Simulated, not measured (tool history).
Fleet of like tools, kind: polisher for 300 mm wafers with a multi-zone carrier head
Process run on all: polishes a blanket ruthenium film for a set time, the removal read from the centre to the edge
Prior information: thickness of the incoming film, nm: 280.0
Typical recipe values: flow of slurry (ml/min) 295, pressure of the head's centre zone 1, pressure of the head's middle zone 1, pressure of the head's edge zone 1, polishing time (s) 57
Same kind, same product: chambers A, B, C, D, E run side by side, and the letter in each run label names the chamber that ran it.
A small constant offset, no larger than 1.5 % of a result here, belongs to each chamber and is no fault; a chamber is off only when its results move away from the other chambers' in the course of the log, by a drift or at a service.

| run | day | flow of slurry (ml/min) | pressure of the head's centre zone | pressure of the head's middle zone | pressure of the head's edge zone | polishing time (s) | film removed at the wafer's centre (angstrom) | film removed at mid-radius (angstrom) | film removed at the wafer's edge (angstrom) |
|---|---|---|---|---|---|---|---|---|---|
|  | 0.367 | chamber D: centre zone pressure recalibrated |
| 1D | 0.417 | 295 | 1 | 1 | 1 | 57 | 848.94 | 843.16 | 853.77 |
|  | 0.454 | chamber D: slurry nozzle cleaned |
| 2C | 0.683 | 295 | 1 | 1 | 1 | 57 | 833.54 | 839.34 | 842.34 |
| 3B | 1.088 | 295 | 1 | 1 | 1 | 57 | 830.48 | 834.26 | 855.25 |
|  | 1.25 | chamber D: worn pad replaced by a new one |
| 4A | 1.525 | 295 | 1 | 1 | 1 | 57 | 850.93 | 840.58 | 843.9 |
| 5E | 1.9 | 295 | 1 | 1 | 1 | 57 | 862.72 | 867.27 | 860.66 |
| 6E | 2.217 | 395 | 1 | 1 | 1 | 57 | 870.7 | 875.03 | 860.2 |
|  | 2.417 | chamber E: worn pad replaced by a new one |
|  | 2.429 | chamber B: worn pad replaced by a new one |
|  | 2.712 | chamber E: edge zone pressure recalibrated |
| 7A | 2.733 | 395 | 1 | 1 | 1 | 57 | 874.17 | 861.25 | 867.05 |
|  | 2.825 | chamber A: worn pad replaced by a new one |
| 8D | 3.112 | 395 | 1 | 1 | 1 | 57 | 870.97 | 876.76 | 865.04 |
| 9B | 3.521 | 395 | 1 | 1 | 1 | 57 | 866.29 | 875.91 | 867.2 |
|  | 3.721 | chamber C: edge zone pressure recalibrated |
|  | 3.821 | chamber B: centre zone pressure recalibrated |
|  | 3.95 | chamber C: worn pad replaced by a new one |
| 10C | 3.971 | 395 | 1 | 1 | 1 | 57 | 858.82 | 886.34 | 854.9 |
| 11C | 4.325 | 295 | 1 | 1.11 | 1 | 49 | 725.89 | 802.69 | 721.23 |
| 12D | 4.654 | 295 | 1 | 1.11 | 1 | 49 | 725.3 | 813.74 | 730.77 |
| 13E | 5.012 | 295 | 1 | 1.11 | 1 | 49 | 742.1 | 821.59 | 724.9 |
|  | 5.262 | chamber D: worn pad replaced by a new one |
| 14B | 5.412 | 295 | 1 | 1.11 | 1 | 49 | 730.58 | 810.52 | 744.6 |
|  | 5.7 | chamber E: worn pad replaced by a new one |
|  | 5.846 | chamber A: worn pad replaced by a new one |
| 15A | 5.971 | 295 | 1 | 1.11 | 1 | 49 | 733.75 | 795.32 | 734.03 |
| 16E | 6.262 | 295 | 1 | 1 | 1 | 57 | 852.21 | 848.89 | 848.1 |
| 17D | 6.55 | 295 | 1 | 1 | 1 | 57 | 854.94 | 848.62 | 844.82 |
|  | 6.8 | chamber B: worn pad replaced by a new one |
| 18B | 7.125 | 295 | 1 | 1 | 1 | 57 | 842.32 | 851.65 | 854.44 |
| 19A | 7.538 | 295 | 1 | 1 | 1 | 57 | 850.52 | 863.35 | 852.2 |
|  | 7.571 | chamber A: centre zone pressure recalibrated |
| 20C | 8.083 | 295 | 1 | 1 | 1 | 57 | 841.46 | 844.46 | 844.2 |
| 21B | 8.562 | 295 | 1 | 1 | 1 | 57 | 834.43 | 850.17 | 851.43 |
|  | 9.062 | chamber C: worn pad replaced by a new one |
| 22D | 9.083 | 295 | 1.06 | 1.07 | 1 | 57 | 902.74 | 890.63 | 850.44 |
|  | 9.138 | chamber A: worn pad replaced by a new one |
| 23E | 9.342 | 295 | 1.06 | 1.07 | 1 | 57 | 905.76 | 925.27 | 837.77 |
|  | 9.404 | chamber D: worn pad replaced by a new one |
|  | 9.612 | chamber E: worn pad replaced by a new one |
| 24C | 9.912 | 295 | 1.06 | 1.07 | 1 | 57 | 893.56 | 899.32 | 849.93 |
| 25A | 10.408 | 295 | 1.06 | 1.07 | 1 | 57 | 872.83 | 900.35 | 851.43 |
| 26B | 10.683 | 295 | 1.06 | 1.07 | 1 | 57 | 896.14 | 888.25 | 842.16 |
| 27D | 11 | 295 | 1 | 1.04 | 1 | 57 | 844.63 | 891.17 | 851.86 |
| 28C | 11.325 | 295 | 1 | 1.04 | 1 | 57 | 835.34 | 904.18 | 844.31 |
|  | 11.338 | chamber A: slurry nozzle cleaned |
| 29E | 11.758 | 295 | 1 | 1.04 | 1 | 57 | 847.27 | 899.19 | 845.39 |
|  | 11.933 | chamber B: worn pad replaced by a new one |
| 30A | 12.333 | 295 | 1 | 1.04 | 1 | 57 | 812.03 | 876.53 | 849.39 |
| 31A | 12.592 | 295 | 1 | 1.04 | 1 | 57 | 811.29 | 896.14 | 866.79 |
|  | 12.908 | chamber A: worn pad replaced by a new one |
| 32B | 13.179 | 295 | 1 | 1 | 1 | 57 | 835.4 | 845.09 | 832.86 |
|  | 13.217 | chamber E: slurry nozzle cleaned |
|  | 13.467 | chamber E: worn pad replaced by a new one |
| 33D | 13.646 | 295 | 1 | 1 | 1 | 57 | 845.91 | 844.52 | 849.98 |
|  | 13.746 | chamber D: slurry nozzle cleaned |
|  | 13.812 | chamber D: worn pad replaced by a new one |
| 34C | 13.908 | 295 | 1 | 1 | 1 | 57 | 842.65 | 862.8 | 845.21 |
|  | 14.329 | chamber C: worn pad replaced by a new one |
| 35E | 14.346 | 295 | 1 | 1 | 1 | 57 | 851.66 | 856.25 | 846.45 |
|  | 14.638 | chamber E: centre zone pressure recalibrated |
| 36E | 14.762 | 295 | 1 | 1 | 1 | 57 | 859.13 | 849.59 | 845.13 |
| 37A | 15.221 | 295 | 1 | 1 | 1 | 57 | 814.65 | 856.89 | 856.48 |
| 38D | 15.525 | 295 | 1 | 1 | 1 | 57 | 845.36 | 835.11 | 850.32 |
|  | 15.738 | chamber B: slurry nozzle cleaned |
| 39C | 16.008 | 295 | 1 | 1 | 1 | 57 | 842.51 | 846.35 | 848.15 |
|  | 16.3 | chamber A: worn pad replaced by a new one |
|  | 16.55 | chamber E: worn pad replaced by a new one |
| 40B | 16.583 | 295 | 0.9 | 0.92 | 1 | 57 | 753.41 | 770.28 | 853.18 |
| 41A | 16.879 | 295 | 0.9 | 0.92 | 1 | 57 | 724.05 | 796.3 | 865.51 |
| 42E | 17.162 | 295 | 0.9 | 0.92 | 1 | 57 | 765.08 | 782.51 | 860.47 |
| 43D | 17.475 | 295 | 0.9 | 0.92 | 1 | 57 | 754.94 | 782.3 | 845.07 |

The same settings go to every chamber for the next run, one line per chamber below. Forecast the results for each:
| 44A | 17.9 | 295 | 1 | 0.9 | 1 | 57 | ? | ? | ? |
| 44B | 17.9 | 295 | 1 | 0.9 | 1 | 57 | ? | ? | ? |
| 44C | 17.9 | 295 | 1 | 0.9 | 1 | 57 | ? | ? | ? |
| 44D | 17.9 | 295 | 1 | 0.9 | 1 | 57 | ? | ? | ? |
| 44E | 17.9 | 295 | 1 | 0.9 | 1 | 57 | ? | ? | ? |

| run | film removed at the wafer's centre (angstrom) | film removed at mid-radius (angstrom) | film removed at the wafer's edge (angstrom) |
|---|---|---|---|
| 44A | 808.12 | 786.98 | 863.72 |
| 44B | 836.57 | 773.23 | 862.1 |
| 44C | 846.69 | 762.5 | 842.31 |
| 44D | 851.98 | 780.35 | 840.97 |
| 44E | 857.62 | 778 | 853.83 |

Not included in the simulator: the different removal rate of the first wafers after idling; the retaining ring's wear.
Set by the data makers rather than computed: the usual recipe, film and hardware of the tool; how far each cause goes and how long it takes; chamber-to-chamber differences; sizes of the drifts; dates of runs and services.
